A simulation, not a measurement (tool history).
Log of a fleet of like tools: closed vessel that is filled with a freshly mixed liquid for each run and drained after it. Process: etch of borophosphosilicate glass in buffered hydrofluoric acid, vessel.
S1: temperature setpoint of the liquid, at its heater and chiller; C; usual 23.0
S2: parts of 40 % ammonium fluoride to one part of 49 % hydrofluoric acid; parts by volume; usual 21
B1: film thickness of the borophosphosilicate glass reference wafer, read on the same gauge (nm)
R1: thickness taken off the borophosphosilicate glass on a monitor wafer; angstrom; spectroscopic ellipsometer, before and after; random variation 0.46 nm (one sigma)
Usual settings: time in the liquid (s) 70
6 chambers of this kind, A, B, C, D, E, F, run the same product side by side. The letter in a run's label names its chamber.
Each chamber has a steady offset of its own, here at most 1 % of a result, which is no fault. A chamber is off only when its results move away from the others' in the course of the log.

run 1D day=0.312 | S1=23.0 S2=21 time_in_the_liquid_(s)=70 | B1=60.010 | R1=524.26
run 2E day=0.683 | S1=23.0 S2=21 time_in_the_liquid_(s)=70 | B1=59.976 | R1=538.55
run 3C day=1.212 | S1=23.0 S2=21 time_in_the_liquid_(s)=70 | B1=60.007 | R1=520.50
run 4F day=1.625 | S1=23.0 S2=21 time_in_the_liquid_(s)=70 | B1=59.999 | R1=539.65
run 5A day=2.171 | S1=27.0 S2=21 time_in_the_liquid_(s)=105 | B1=59.977 | R1=985.72
run 6B day=2.650 | S1=27.0 S2=21 time_in_the_liquid_(s)=105 | B1=60.004 | R1=987.04
run 7E day=3.096 | S1=27.0 S2=21 time_in_the_liquid_(s)=105 | B1=60.008 | R1=982.68
-- day=3.388 chamber B: hydrofluoric acid flow meter replaced
run 8D day=3.425 | S1=27.0 S2=21 time_in_the_liquid_(s)=105 | B1=60.008 | R1=985.84
run 9B day=3.792 | S1=27.0 S2=21 time_in_the_liquid_(s)=105 | B1=59.987 | R1=984.59
-- day=3.817 chamber B: thermometer replaced
run 10A day=4.067 | S1=27.0 S2=21 time_in_the_liquid_(s)=105 | B1=60.028 | R1=997.75
run 11C day=4.483 | S1=23.0 S2=21 time_in_the_liquid_(s)=70 | B1=59.981 | R1=527.20
run 12F day=4.912 | S1=23.0 S2=21 time_in_the_liquid_(s)=70 | B1=59.985 | R1=523.28
-- day=5.296 chamber C: hydrofluoric acid flow meter replaced
run 13C day=5.325 | S1=23.0 S2=24 time_in_the_liquid_(s)=55 | B1=60.005 | R1=381.08
run 14F day=5.642 | S1=23.0 S2=24 time_in_the_liquid_(s)=55 | B1=60.013 | R1=384.01
run 15D day=6.079 | S1=23.0 S2=24 time_in_the_liquid_(s)=55 | B1=60.026 | R1=378.33
-- day=6.317 chamber F: thermometer replaced
-- day=6.379 chamber E: thermometer replaced
run 16B day=6.450 | S1=23.0 S2=24 time_in_the_liquid_(s)=55 | B1=59.997 | R1=380.08
run 17A day=6.917 | S1=23.0 S2=24 time_in_the_liquid_(s)=55 | B1=59.983 | R1=383.59
run 18E day=7.154 | S1=23.0 S2=24 time_in_the_liquid_(s)=55 | B1=59.985 | R1=378.27
run 19A day=7.450 | S1=23.0 S2=21 time_in_the_liquid_(s)=70 | B1=60.028 | R1=527.92
run 20F day=7.700 | S1=23.0 S2=21 time_in_the_liquid_(s)=70 | B1=60.011 | R1=517.15
run 21E day=7.975 | S1=23.0 S2=21 time_in_the_liquid_(s)=70 | B1=60.009 | R1=533.18
run 22B day=8.446 | S1=23.0 S2=21 time_in_the_liquid_(s)=70 | B1=60.013 | R1=522.28
run 23C day=8.946 | S1=23.0 S2=21 time_in_the_liquid_(s)=70 | B1=60.000 | R1=534.00
run 24D day=9.258 | S1=20.5 S2=29 time_in_the_liquid_(s)=70 | B1=59.997 | R1=369.81
run 25D day=9.571 | S1=20.5 S2=29 time_in_the_liquid_(s)=70 | B1=59.989 | R1=374.26
run 26A day=9.825 | S1=20.5 S2=29 time_in_the_liquid_(s)=70 | B1=59.992 | R1=367.11
run 27E day=10.079 | S1=20.5 S2=29 time_in_the_liquid_(s)=70 | B1=59.966 | R1=369.53
run 28F day=10.596 | S1=20.5 S2=29 time_in_the_liquid_(s)=70 | B1=60.003 | R1=375.74
-- day=10.838 chamber E: hydrofluoric acid flow meter replaced
run 29B day=10.996 | S1=20.5 S2=29 time_in_the_liquid_(s)=70 | B1=60.007 | R1=365.62
run 30C day=11.362 | S1=23.0 S2=21 time_in_the_liquid_(s)=70 | B1=59.999 | R1=527.52
run 31E day=11.750 | S1=23.0 S2=21 time_in_the_liquid_(s)=70 | B1=59.990 | R1=530.42
run 32D day=11.992 | S1=23.0 S2=21 time_in_the_liquid_(s)=70 | B1=59.988 | R1=534.17
run 33B day=12.379 | S1=23.0 S2=21 time_in_the_liquid_(s)=70 | B1=59.978 | R1=531.78
run 34C day=12.817 | S1=23.0 S2=21 time_in_the_liquid_(s)=35 | B1=59.999 | R1=262.59
run 35F day=13.162 | S1=23.0 S2=21 time_in_the_liquid_(s)=35 | B1=59.982 | R1=269.41
run 36A day=13.538 | S1=23.0 S2=21 time_in_the_liquid_(s)=35 | B1=60.013 | R1=265.75
run 37A day=14.004 | S1=23.0 S2=21 time_in_the_liquid_(s)=35 | B1=60.018 | R1=269.52
run 38B day=14.500 | S1=23.0 S2=21 time_in_the_liquid_(s)=35 | B1=60.014 | R1=264.34
run 39F day=14.988 | S1=23.0 S2=21 time_in_the_liquid_(s)=35 | B1=60.019 | R1=267.15
-- day=15.417 chamber D: hydrofluoric acid flow meter replaced
run 40D day=15.479 | S1=23.0 S2=21 time_in_the_liquid_(s)=70 | B1=60.018 | R1=533.81

All 6 chambers run these settings next. Forecast each chamber's results:
run 41A day=15.875 | S1=21.0 S2=21 time_in_the_liquid_(s)=70 | R1=?
run 41B day=15.875 | S1=21.0 S2=21 time_in_the_liquid_(s)=70 | R1=?
run 41C day=15.875 | S1=21.0 S2=21 time_in_the_liquid_(s)=70 | R1=?
run 41D day=15.875 | S1=21.0 S2=21 time_in_the_liquid_(s)=70 | R1=?
run 41E day=15.875 | S1=21.0 S2=21 time_in_the_liquid_(s)=70 | R1=?
run 41F day=15.875 | S1=21.0 S2=21 time_in_the_liquid_(s)=70 | R1=?

run=41A R1=480.91
run=41B R1=479.79
run=41C R1=478.26
run=41D R1=469.31
run=41E R1=479.45
run=41F R1=475.48
